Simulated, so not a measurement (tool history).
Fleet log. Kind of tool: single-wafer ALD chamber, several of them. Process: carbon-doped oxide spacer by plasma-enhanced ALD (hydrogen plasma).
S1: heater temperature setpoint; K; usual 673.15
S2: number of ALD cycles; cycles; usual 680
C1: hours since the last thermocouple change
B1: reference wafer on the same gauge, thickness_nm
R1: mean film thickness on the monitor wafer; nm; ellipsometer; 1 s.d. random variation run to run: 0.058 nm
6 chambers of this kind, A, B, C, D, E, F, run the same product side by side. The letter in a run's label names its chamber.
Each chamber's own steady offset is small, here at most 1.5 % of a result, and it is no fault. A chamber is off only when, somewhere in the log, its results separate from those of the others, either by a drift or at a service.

Run 1C, hour 11.0: usual settings; C1 1156.5; B1 27.603. Result: R1 34.056 nm.
Run 2F, hour 20.5: usual settings; C1 927.1; B1 27.593. Result: R1 33.926 nm.
Run 3E, hour 35.0: usual settings; C1 1141.1; B1 27.619. Result: R1 34.066 nm.
Run 4B, hour 45.4: usual settings; C1 1138.6; B1 27.622. Result: R1 34.350 nm.
Run 5D, hour 58.6: usual settings; C1 511.2; B1 27.629. Result: R1 34.171 nm.
Run 6A, hour 67.7: usual settings; C1 343.3; B1 27.636. Result: R1 33.978 nm.
Run 7B, hour 75.8: usual settings; C1 1169.0; B1 27.639. Result: R1 34.425 nm.
Run 8A, hour 85.1: usual settings; C1 360.7; B1 27.635. Result: R1 34.011 nm.
Run 9E, hour 95.1: usual settings; C1 1201.2; B1 27.647. Result: R1 34.175 nm.
Run 10C, hour 106.6: usual settings; C1 1252.1; B1 27.636. Result: R1 34.130 nm.
Run 11F, hour 115.3: usual settings; C1 1021.9; B1 27.656. Result: R1 33.917 nm.
Run 12D, hour 129.7: usual settings; C1 582.3; B1 27.657. Result: R1 34.166 nm.
Run 13F, hour 140.5: usual settings; C1 1047.1; B1 27.670. Result: R1 33.912 nm.
Run 14A, hour 151.6: usual settings; C1 427.2; B1 27.651. Result: R1 34.002 nm.
Run 15D, hour 160.6: usual settings; C1 613.2; B1 27.660. Result: R1 34.239 nm.
Run 16C, hour 174.1: usual settings but S1 687.15 K, S2 724 cycles; C1 1319.6; B1 27.682. Result: R1 34.958 nm.
Run 17B, hour 186.7: usual settings but S1 687.15 K, S2 724 cycles; C1 1279.9; B1 27.677. Result: R1 35.157 nm.
Run 18E, hour 195.1: usual settings but S1 687.15 K, S2 724 cycles; C1 1301.2; B1 27.687. Result: R1 34.779 nm.
At hour 205.7: chamber E: thermocouple changed; heater temperature recalibrated.
Run 19E, hour 210.4: usual settings but S1 687.15 K, S2 724 cycles; C1 4.8; B1 27.696. Result: R1 34.741 nm.
Run 20B, hour 224.7: usual settings but S1 687.15 K, S2 724 cycles; C1 1317.9; B1 27.693. Result: R1 35.143 nm.
Run 21C, hour 233.6: usual settings but S1 687.15 K, S2 724 cycles; C1 1379.1; B1 27.701. Result: R1 34.828 nm.
Run 22A, hour 242.8: usual settings but S1 662.15 K, S2 621 cycles; C1 518.4; B1 27.701. Result: R1 31.212 nm.
Run 23F, hour 255.4: usual settings but S1 662.15 K, S2 621 cycles; C1 1162.0; B1 27.721. Result: R1 31.082 nm.
Run 24D, hour 269.5: usual settings but S1 662.15 K, S2 621 cycles; C1 722.1; B1 27.707. Result: R1 31.291 nm.
Run 25D, hour 279.6: usual settings but S1 662.15 K, S2 621 cycles; C1 732.2; B1 27.719. Result: R1 31.259 nm.
Run 26F, hour 290.2: usual settings but S1 662.15 K, S2 621 cycles; C1 1196.8; B1 27.729. Result: R1 31.175 nm.
Run 27C, hour 303.6: usual settings but S1 662.15 K, S2 621 cycles; C1 1449.1; B1 27.735. Result: R1 31.296 nm.
Run 28B, hour 318.3: usual settings; C1 1411.5; B1 27.742. Result: R1 34.409 nm.
Run 29A, hour 333.3: usual settings but S1 686.15 K; C1 608.9; B1 27.743. Result: R1 32.859 nm.
Run 30E, hour 345.1: usual settings but S1 686.15 K; C1 139.5; B1 27.748. Result: R1 32.841 nm.
Run 31D, hour 356.2: usual settings but S1 686.15 K; C1 808.8; B1 27.750. Result: R1 32.906 nm.
Run 32B, hour 365.9: usual settings but S1 686.15 K; C1 1459.1; B1 27.746. Result: R1 33.217 nm.
Run 33E, hour 375.0: usual settings but S1 686.15 K; C1 169.4; B1 27.751. Result: R1 32.927 nm.
Run 34F, hour 386.3: usual settings but S1 686.15 K; C1 1292.9; B1 27.777. Result: R1 32.703 nm.
Run 35C, hour 400.6: usual settings; C1 1546.1; B1 27.762. Result: R1 34.317 nm.
Run 36A, hour 408.4: usual settings; C1 684.0; B1 27.768. Result: R1 34.241 nm.
Run 37A, hour 423.7: usual settings; C1 699.3; B1 27.781. Result: R1 34.158 nm.
Run 38D, hour 432.1: usual settings; C1 884.7; B1 27.780. Result: R1 34.298 nm.
Run 39C, hour 440.6: usual settings; C1 1586.1; B1 27.787. Result: R1 34.420 nm.

Which is it: a chamber that has drifted or been left off by a service, a gauge drift common to all chambers, or only each chamber's usual small offset? If a chamber is off, name it and its likeliest cause.

The gauge drifts, so all chambers seem to drift together. No chamber is off.
Likeliest cause: gauge reads high (%) = 0.696.
